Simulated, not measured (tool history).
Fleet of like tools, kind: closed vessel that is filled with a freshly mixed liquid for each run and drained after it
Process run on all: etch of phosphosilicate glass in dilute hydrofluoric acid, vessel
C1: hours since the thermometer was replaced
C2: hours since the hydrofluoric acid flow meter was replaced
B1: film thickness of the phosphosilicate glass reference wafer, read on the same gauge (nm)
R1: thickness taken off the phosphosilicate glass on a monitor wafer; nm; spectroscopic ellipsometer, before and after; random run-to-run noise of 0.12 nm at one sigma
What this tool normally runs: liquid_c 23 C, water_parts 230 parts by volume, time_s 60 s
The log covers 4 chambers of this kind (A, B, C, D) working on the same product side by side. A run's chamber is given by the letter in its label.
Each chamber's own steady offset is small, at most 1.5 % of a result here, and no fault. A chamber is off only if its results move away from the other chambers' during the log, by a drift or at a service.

Run 1D, hour 13.3: usual settings; C1 728; C2 403.2; B1 110.02. Result: R1 13.15 nm.
Run 2A, hour 25.6: usual settings; C1 845.9; C2 234.5; B1 109.99. Result: R1 13.299 nm.
Run 3B, hour 33.7: usual settings; C1 1596.1; C2 1291.6; B1 109.99. Result: R1 13.271 nm.
At hour 44.9: chamber D: thermometer replaced.
Run 4C, hour 47.5: usual settings; C1 84.2; C2 645.9; B1 109.98. Result: R1 13.371 nm.
Run 5D, hour 56.9: usual settings; C1 12; C2 446.8; B1 109.99. Result: R1 13.061 nm.
Run 6B, hour 68.8: usual settings; C1 1631.2; C2 1326.7; B1 109.98. Result: R1 13.281 nm.
Run 7A, hour 83.9: usual settings; C1 904.2; C2 292.8; B1 110.02. Result: R1 13.086 nm.
Run 8C, hour 99.9: usual settings; C1 136.6; C2 698.3; B1 109.98. Result: R1 13.199 nm.
Run 9B, hour 108.5: usual settings; C1 1670.9; C2 1366.4; B1 109.99. Result: R1 13.234 nm.
Run 10C, hour 124.3: usual settings but liquid_c 26 C; C1 161; C2 722.7; B1 109.99. Result: R1 14.718 nm.
Run 11A, hour 139.6: usual settings but liquid_c 26 C; C1 959.9; C2 348.5; B1 110.03. Result: R1 14.704 nm.
Run 12D, hour 154.9: usual settings but liquid_c 26 C; C1 110; C2 544.8; B1 109.98. Result: R1 14.725 nm.
Run 13A, hour 162.3: usual settings but liquid_c 26 C; C1 982.6; C2 371.2; B1 109.96. Result: R1 14.566 nm.
Run 14C, hour 172.1: usual settings but time_s 45 s; C1 208.8; C2 770.5; B1 110. Result: R1 10.05 nm.
Run 15D, hour 185.4: usual settings but time_s 45 s; C1 140.5; C2 575.3; B1 109.98. Result: R1 9.9609 nm.
Run 16B, hour 199.8: usual settings but time_s 45 s; C1 1762.2; C2 1457.7; B1 109.96. Result: R1 9.9582 nm.
Run 17C, hour 207.1: usual settings but time_s 45 s; C1 243.8; C2 805.5; B1 109.99. Result: R1 10.085 nm.
Run 18D, hour 218.1: usual settings; C1 173.2; C2 608; B1 109.97. Result: R1 13.189 nm.
Run 19A, hour 227.9: usual settings; C1 1048.2; C2 436.8; B1 110.06. Result: R1 13.222 nm.
Run 20B, hour 242: usual settings; C1 1804.4; C2 1499.9; B1 110. Result: R1 13.312 nm.
Run 21B, hour 253.6: usual settings; C1 1816; C2 1511.5; B1 109.98. Result: R1 13.068 nm.
Run 22D, hour 262.9: usual settings; C1 218; C2 652.8; B1 109.98. Result: R1 13.141 nm.
Run 23A, hour 273.5: usual settings; C1 1093.8; C2 482.4; B1 110.02. Result: R1 13.189 nm.
Run 24C, hour 285.2: usual settings; C1 321.9; C2 883.6; B1 109.97. Result: R1 13.269 nm.
At hour 289.2: chamber D: hydrofluoric acid flow meter replaced.
Run 25B, hour 298.2: usual settings; C1 1860.6; C2 1556.1; B1 109.98. Result: R1 12.968 nm.
Run 26C, hour 313.2: usual settings; C1 349.9; C2 911.6; B1 110.02. Result: R1 13.173 nm.
Run 27D, hour 325.7: usual settings; C1 280.8; C2 36.6; B1 110.03. Result: R1 13.111 nm.
Run 28A, hour 332.8: usual settings; C1 1153.1; C2 541.7; B1 109.98. Result: R1 13.026 nm.
Run 29A, hour 343.3: usual settings; C1 1163.6; C2 552.2; B1 110.02. Result: R1 13.164 nm.

Is one chamber off against the others, does the gauge drift, or is nothing wrong? If a chamber is off, say which, and what the likeliest cause is.

Beyond each chamber's small constant offset nothing stands out, and the gauge stays steady.

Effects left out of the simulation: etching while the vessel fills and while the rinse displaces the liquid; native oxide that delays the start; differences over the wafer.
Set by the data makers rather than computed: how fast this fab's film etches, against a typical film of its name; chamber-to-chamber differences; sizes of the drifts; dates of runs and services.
